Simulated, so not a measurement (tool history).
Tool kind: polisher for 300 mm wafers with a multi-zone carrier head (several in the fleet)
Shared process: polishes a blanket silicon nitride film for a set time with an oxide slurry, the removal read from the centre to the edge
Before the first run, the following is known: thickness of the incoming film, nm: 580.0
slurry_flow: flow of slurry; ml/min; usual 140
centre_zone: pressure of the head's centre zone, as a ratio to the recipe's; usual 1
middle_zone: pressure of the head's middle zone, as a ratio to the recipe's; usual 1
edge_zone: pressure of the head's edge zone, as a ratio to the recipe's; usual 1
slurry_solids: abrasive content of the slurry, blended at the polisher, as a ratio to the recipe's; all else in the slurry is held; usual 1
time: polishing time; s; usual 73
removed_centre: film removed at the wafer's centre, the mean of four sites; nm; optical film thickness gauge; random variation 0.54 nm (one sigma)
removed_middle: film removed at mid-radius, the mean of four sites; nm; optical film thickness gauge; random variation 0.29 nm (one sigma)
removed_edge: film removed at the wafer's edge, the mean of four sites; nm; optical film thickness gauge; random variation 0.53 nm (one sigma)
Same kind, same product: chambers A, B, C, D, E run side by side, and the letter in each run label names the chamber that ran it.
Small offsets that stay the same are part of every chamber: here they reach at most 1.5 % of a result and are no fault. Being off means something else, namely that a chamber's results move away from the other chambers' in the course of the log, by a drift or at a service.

At day 0.292: chamber E: worn pad replaced by a new one.
Run 1B, day 0.333: usual settings. Result: removed_centre 39.747 nm, removed_middle 39.927 nm, removed_edge 40.796 nm.
At day 0.346: chamber E: slurry nozzle cleaned.
At day 0.425: chamber B: edge zone pressure recalibrated.
Run 2D, day 0.575: usual settings. Result: removed_centre 40.671 nm, removed_middle 40.491 nm, removed_edge 40.538 nm.
Run 3E, day 0.779: usual settings. Result: removed_centre 40.463 nm, removed_middle 40.237 nm, removed_edge 40.498 nm.
At day 0.904: chamber C: worn pad replaced by a new one.
At day 0.979: chamber A: slurry nozzle cleaned.
Run 4C, day 1.067: usual settings. Result: removed_centre 39.804 nm, removed_middle 40.582 nm, removed_edge 40.527 nm.
At day 1.254: chamber B: worn pad replaced by a new one.
Run 5A, day 1.362: usual settings. Result: removed_centre 39.955 nm, removed_middle 40.401 nm, removed_edge 40.308 nm.
Run 6A, day 1.65: usual settings but slurry_solids 0.85. Result: removed_centre 37.874 nm, removed_middle 37.658 nm, removed_edge 36.692 nm.
Run 7C, day 1.808: usual settings but slurry_solids 0.85. Result: removed_centre 37.835 nm, removed_middle 37.448 nm, removed_edge 37.454 nm.
Run 8D, day 2.121: usual settings but slurry_solids 0.85. Result: removed_centre 36.098 nm, removed_middle 36.632 nm, removed_edge 35.614 nm.
At day 2.179: chamber E: worn pad replaced by a new one.
At day 2.217: chamber D: worn pad replaced by a new one.
Run 9E, day 2.446: usual settings but slurry_solids 0.85. Result: removed_centre 38.201 nm, removed_middle 37.028 nm, removed_edge 37.617 nm.
At day 2.642: chamber A: worn pad replaced by a new one.
Run 10B, day 2.662: usual settings but slurry_solids 0.85. Result: removed_centre 37.166 nm, removed_middle 37.405 nm, removed_edge 37.198 nm.
Run 11A, day 2.833: usual settings. Result: removed_centre 40.589 nm, removed_middle 40.627 nm, removed_edge 41.622 nm.
Run 12D, day 3.05: usual settings but centre_zone 1.06. Result: removed_centre 42.95 nm, removed_middle 39.517 nm, removed_edge 40.286 nm.
Run 13B, day 3.221: usual settings but centre_zone 1.06. Result: removed_centre 42.633 nm, removed_middle 39.638 nm, removed_edge 40.76 nm.
Run 14C, day 3.388: usual settings but centre_zone 1.06. Result: removed_centre 44.677 nm, removed_middle 40.624 nm, removed_edge 40.399 nm.
Run 15E, day 3.579: usual settings but centre_zone 1.06. Result: removed_centre 43.18 nm, removed_middle 39.966 nm, removed_edge 40.731 nm.
Run 16A, day 3.817: usual settings but centre_zone 1.06. Result: removed_centre 42.765 nm, removed_middle 40.5 nm, removed_edge 40.026 nm.
Run 17C, day 4.008: usual settings but centre_zone 1.04, time 91 s. Result: removed_centre 55.005 nm, removed_middle 50.552 nm, removed_edge 50.142 nm.
At day 4.1: chamber D: worn pad replaced by a new one.
At day 4.225: chamber E: worn pad replaced by a new one.
Run 18B, day 4.329: usual settings but centre_zone 1.04, time 91 s. Result: removed_centre 52.017 nm, removed_middle 50.353 nm, removed_edge 50.32 nm.
Run 19E, day 4.521: usual settings but centre_zone 1.04, time 91 s. Result: removed_centre 52.697 nm, removed_middle 50.14 nm, removed_edge 50.188 nm.
Run 20D, day 4.679: usual settings but centre_zone 1.04, time 91 s. Result: removed_centre 51.698 nm, removed_middle 49.922 nm, removed_edge 49.584 nm.
At day 4.954: chamber B: worn pad replaced by a new one.
Run 21C, day 5.012: usual settings but centre_zone 1.04, time 91 s. Result: removed_centre 56.65 nm, removed_middle 50.708 nm, removed_edge 51 nm.
At day 5.112: chamber C: worn pad replaced by a new one.
Run 22D, day 5.208: usual settings but slurry_flow 180 ml/min. Result: removed_centre 43.328 nm, removed_middle 42.383 nm, removed_edge 41.621 nm.
Run 23A, day 5.388: usual settings but slurry_flow 180 ml/min. Result: removed_centre 41.741 nm, removed_middle 42.71 nm, removed_edge 40.431 nm.
Run 24E, day 5.604: usual settings but slurry_flow 180 ml/min. Result: removed_centre 42.824 nm, removed_middle 41.811 nm, removed_edge 41.539 nm.
At day 5.629: chamber A: worn pad replaced by a new one.
At day 5.796: chamber D: worn pad replaced by a new one.
Run 25B, day 5.917: usual settings but slurry_flow 180 ml/min. Result: removed_centre 42.081 nm, removed_middle 41.627 nm, removed_edge 42.372 nm.
Run 26D, day 6.175: usual settings but slurry_flow 180 ml/min. Result: removed_centre 43.083 nm, removed_middle 42.172 nm, removed_edge 41.359 nm.
Run 27C, day 6.458: usual settings. Result: removed_centre 44.598 nm, removed_middle 40.697 nm, removed_edge 40.091 nm.
At day 6.5: chamber E: worn pad replaced by a new one.
Run 28E, day 6.612: usual settings but centre_zone 1.06, middle_zone 0.93. Result: removed_centre 42.839 nm, removed_middle 37.897 nm, removed_edge 40.321 nm.
Run 29A, day 6.762: usual settings but centre_zone 1.06, middle_zone 0.93. Result: removed_centre 42.735 nm, removed_middle 37.544 nm, removed_edge 40.852 nm.
Run 30B, day 6.983: usual settings but centre_zone 1.06, middle_zone 0.93. Result: removed_centre 42.777 nm, removed_middle 37.57 nm, removed_edge 41.126 nm.
Run 31C, day 7.15: usual settings but centre_zone 1.06, middle_zone 0.93. Result: removed_centre 46.982 nm, removed_middle 38.504 nm, removed_edge 40.424 nm.
Run 32A, day 7.433: usual settings but centre_zone 1.06, middle_zone 0.93. Result: removed_centre 42.716 nm, removed_middle 38.018 nm, removed_edge 40.524 nm.
At day 7.558: chamber D: edge zone pressure recalibrated.
Run 33E, day 7.646: usual settings. Result: removed_centre 40.968 nm, removed_middle 40.341 nm, removed_edge 41.122 nm.
At day 7.825: chamber D: worn pad replaced by a new one.
Run 34B, day 7.983: usual settings. Result: removed_centre 39.798 nm, removed_middle 40.166 nm, removed_edge 40.606 nm.
Run 35D, day 8.325: usual settings. Result: removed_centre 40.822 nm, removed_middle 40.208 nm, removed_edge 40.283 nm.

Predict what each chamber gives when all 5 of them run the settings below next.
Run 36A, day 8.575: usual settings. Result: removed_centre ?, removed_middle ?, removed_edge ?.
Run 36B, day 8.575: usual settings. Result: removed_centre ?, removed_middle ?, removed_edge ?.
Run 36C, day 8.575: usual settings. Result: removed_centre ?, removed_middle ?, removed_edge ?.
Run 36D, day 8.575: usual settings. Result: removed_centre ?, removed_middle ?, removed_edge ?.
Run 36E, day 8.575: usual settings. Result: removed_centre ?, removed_middle ?, removed_edge ?.

run  removed_centre  removed_middle  removed_edge
36A          39.915           40.56        40.829
36B          41.383           40.35        40.867
36C          45.684          40.495        39.559
36D          40.113           39.95        41.258
36E          39.733          39.925        40.561
